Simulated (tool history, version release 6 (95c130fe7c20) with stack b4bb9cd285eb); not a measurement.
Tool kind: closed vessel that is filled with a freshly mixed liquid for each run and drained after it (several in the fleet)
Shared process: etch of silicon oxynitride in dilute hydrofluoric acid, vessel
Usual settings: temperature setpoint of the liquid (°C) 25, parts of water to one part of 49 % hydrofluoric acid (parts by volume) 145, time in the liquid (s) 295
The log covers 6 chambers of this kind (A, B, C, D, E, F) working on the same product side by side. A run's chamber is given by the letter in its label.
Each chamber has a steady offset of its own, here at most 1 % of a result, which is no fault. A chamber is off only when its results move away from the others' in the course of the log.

run	hour	temperature setpoint of the liquid (°C)	parts of water to one part of 49 % hydrofluoric acid (parts by volume)	time in the liquid (s)	hours since the thermometer was replaced	hours since the hydrofluoric acid flow meter was replaced	read-back film thickness of the silicon oxynitride reference wafer, read on the same gauge (nm)	thickness taken off the silicon oxynitride on a monitor wafer (Å)
1A	7.4	25	145	295	458.3	113	30.03	53.781
2B	13.5	25	145	295	973.4	1281.4	29.977	54.761
3C	17.2	25	145	295	1648.9	84.7	30.001	54.3
4E	24.8	25	145	295	510.3	1921.9	30.024	53.593
5D	28.6	25	145	295	529.6	98.6	30.012	53.47
6F	34.7	25	145	295	480.3	348.1	29.999	54.784
7F	40.5	25	80	140	486.1	353.9	29.997	48.1
8D	48.1	25	80	140	549.1	118.1	29.989	48.293
9A	55.3	25	80	140	506.2	160.9	30.041	49.35
10B	61.4	25	80	140	1021.3	1329.3	29.979	49.014
11C	68.8	25	80	140	1700.5	136.3	30.006	49.156
12E	73.2	25	80	140	558.7	1970.3	29.945	49.856
# hour 77.6: chamber A: thermometer replaced
13C	79.8	25	145	295	1711.5	147.3	30.017	52.292
14D	87.4	25	145	295	588.4	157.4	29.989	53.219
15B	94.1	25	145	295	1054	1362	30.012	53.414
16A	100.6	25	145	295	23.1	206.2	29.991	53.993
17F	106.5	25	210	155	552.1	419.9	30.004	18.478
18E	113.3	25	210	155	598.8	2010.4	29.998	18.529
19D	121.6	25	210	155	622.6	191.6	30.005	18.798
20C	126.5	25	210	155	1758.2	194	29.976	17.358
21A	133.5	25	210	155	56	239.1	29.994	18.893
22B	140.2	25	210	155	1100.1	1408.1	29.991	18.703
23F	146.7	25	145	295	592.3	460.1	29.986	53.712
# hour 147.7: chamber E: hydrofluoric acid flow meter replaced
24E	153.1	25	145	350	638.6	5.5	29.999	63.966
25F	161	25	145	350	606.6	474.4	30.004	63.621
26E	166.2	25	145	350	651.7	18.6	30.017	63.495
27A	173.8	25	145	350	96.3	279.4	30.004	63.749
28C	178.7	25	145	350	1810.4	246.2	29.973	58.979
29B	186.9	25	145	350	1146.8	1454.8	29.993	64.351
30D	193.4	25	145	295	694.4	263.4	29.978	53.59
31C	198.3	25	145	295	1830	265.8	29.998	48.4
32B	206	25	145	295	1165.9	1473.9	30.032	53.653
33A	209.8	25	145	295	132.3	315.4	29.998	53.701
34F	214	25	145	295	659.6	527.4	30.003	53.857
35D	220.2	25	145	295	721.2	290.2	29.945	54.253
36E	225.4	25	145	295	710.9	77.8	30.005	53.607
37A	233.4	25	145	295	155.9	339	30.005	53.824
38D	239.5	25	145	295	740.5	309.5	29.986	53.941
39E	243.8	25	145	295	729.3	96.2	29.994	53.722

For the next run the whole fleet of 6 chambers uses the same settings. Give each chamber's results:
40A	249.8	25	145	295				?
40B	249.8	25	145	295				?
40C	249.8	25	145	295				?
40D	249.8	25	145	295				?
40E	249.8	25	145	295				?
40F	249.8	25	145	295				?

run	thickness taken off the silicon oxynitride on a monitor wafer (Å)
40A	54.211
40B	53.424
40C	47.68
40D	53.92
40E	55.005
40F	53.731

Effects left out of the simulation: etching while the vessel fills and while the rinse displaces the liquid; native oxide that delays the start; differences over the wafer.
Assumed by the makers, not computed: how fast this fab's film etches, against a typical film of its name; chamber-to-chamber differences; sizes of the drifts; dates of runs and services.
